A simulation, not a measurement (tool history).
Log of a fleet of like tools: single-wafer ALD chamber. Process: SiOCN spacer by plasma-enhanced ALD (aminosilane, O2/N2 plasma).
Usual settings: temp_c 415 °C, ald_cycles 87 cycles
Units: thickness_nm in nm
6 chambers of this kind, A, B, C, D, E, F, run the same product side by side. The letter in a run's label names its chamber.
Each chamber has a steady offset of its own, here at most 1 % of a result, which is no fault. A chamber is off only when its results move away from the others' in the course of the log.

run   hour  temp_c  ald_cycles  read-back reference wafer on the same gauge, thickness_nm  thickness_nm
 1B    6.5     415          87                                                     4.1007        5.0176
 2C   14.4     415          87                                                     4.1015        5.0038
 3A   18.3     415          87                                                     4.1007        4.9961
 4F   24.4     415          87                                                     4.1049        5.0445
 5E   29.8     415          87                                                     4.1032        5.0724
 6D   34.4     415          87                                                      4.103        4.9984
 7A     42     415          87                                                      4.106        5.0018
 8C   47.8     415          87                                                     4.1062        5.0264
 9F   54.7     415          87                                                     4.1046        5.0504
10B   60.7     409         102                                                     4.1063        5.9915
11E   67.1     409         102                                                     4.1077        6.0433
12D   72.6     409         102                                                     4.1089        5.9826
13C   80.7     409         102                                                      4.107        6.0061
14D   84.8     409         102                                                     4.1068        5.9898
15A   90.5     409         102                                                     4.1118        6.0049
16F   96.1     415          87                                                     4.1111        5.0497
17B  100.6     415          87                                                     4.1115        5.0287
18E  108.4     415          87                                                     4.1117        5.0974
     110.7  -- chamber C: thermocouple changed; heater temperature recalibrated
19E    114     415          87                                                     4.1111        5.0845
20D    119     406         100                                                     4.1113        5.9354
21B  125.4     406         100                                                     4.1129        5.9405
22A  131.9     406         100                                                     4.1146        5.9231
23F    137     406         100                                                     4.1141        5.9839
24C  140.5     406         100                                                     4.1149         5.939
25D  145.9     406         100                                                     4.1156        5.9411
26B  151.6     415          87                                                     4.1171        5.0318
27C  156.7     415          87                                                     4.1162        5.0316
28E  164.4     415          77                                                     4.1191        4.5119
29F  171.6     415          77                                                     4.1175        4.4933
30A  178.2     415          77                                                     4.1218        4.4628
31C  182.6     415          77                                                     4.1197        4.4575
32E  187.5     415          77                                                     4.1214        4.5038
33D  194.3     415          77                                                     4.1214        4.4471
     200.3  -- chamber E: thermocouple changed; heater temperature recalibrated
34A  201.4     415          87                                                      4.123        5.0248
35B  208.6     415          87                                                     4.1242        5.0407
36F  215.8     415          87                                                     4.1238         5.087
37C    221     415          87                                                     4.1233        5.0297
38A  227.3     415          87                                                      4.125        5.0224
39B  231.8     425          73                                                      4.123        4.0908
40D  238.6     425          73                                                     4.1267        4.1008
41F    246     425          73                                                     4.1268        4.1251
42E  251.9     425          73                                                     4.1279        4.1332
43B  255.8     425          73                                                     4.1275        4.1179
44A  262.8     425          73                                                     4.1278        4.0943

All 6 chambers run these settings next. Forecast each chamber's results:
45A  268.7     415         103                                                                        ?
45B  268.7     415         103                                                                        ?
45C  268.7     415         103                                                                        ?
45D  268.7     415         103                                                                        ?
45E  268.7     415         103                                                                        ?
45F  268.7     415         103                                                                        ?

run  thickness_nm
45A        5.9633
45B        5.9854
45C        5.9766
45D        5.9413
45E        6.0189
45F        6.0259

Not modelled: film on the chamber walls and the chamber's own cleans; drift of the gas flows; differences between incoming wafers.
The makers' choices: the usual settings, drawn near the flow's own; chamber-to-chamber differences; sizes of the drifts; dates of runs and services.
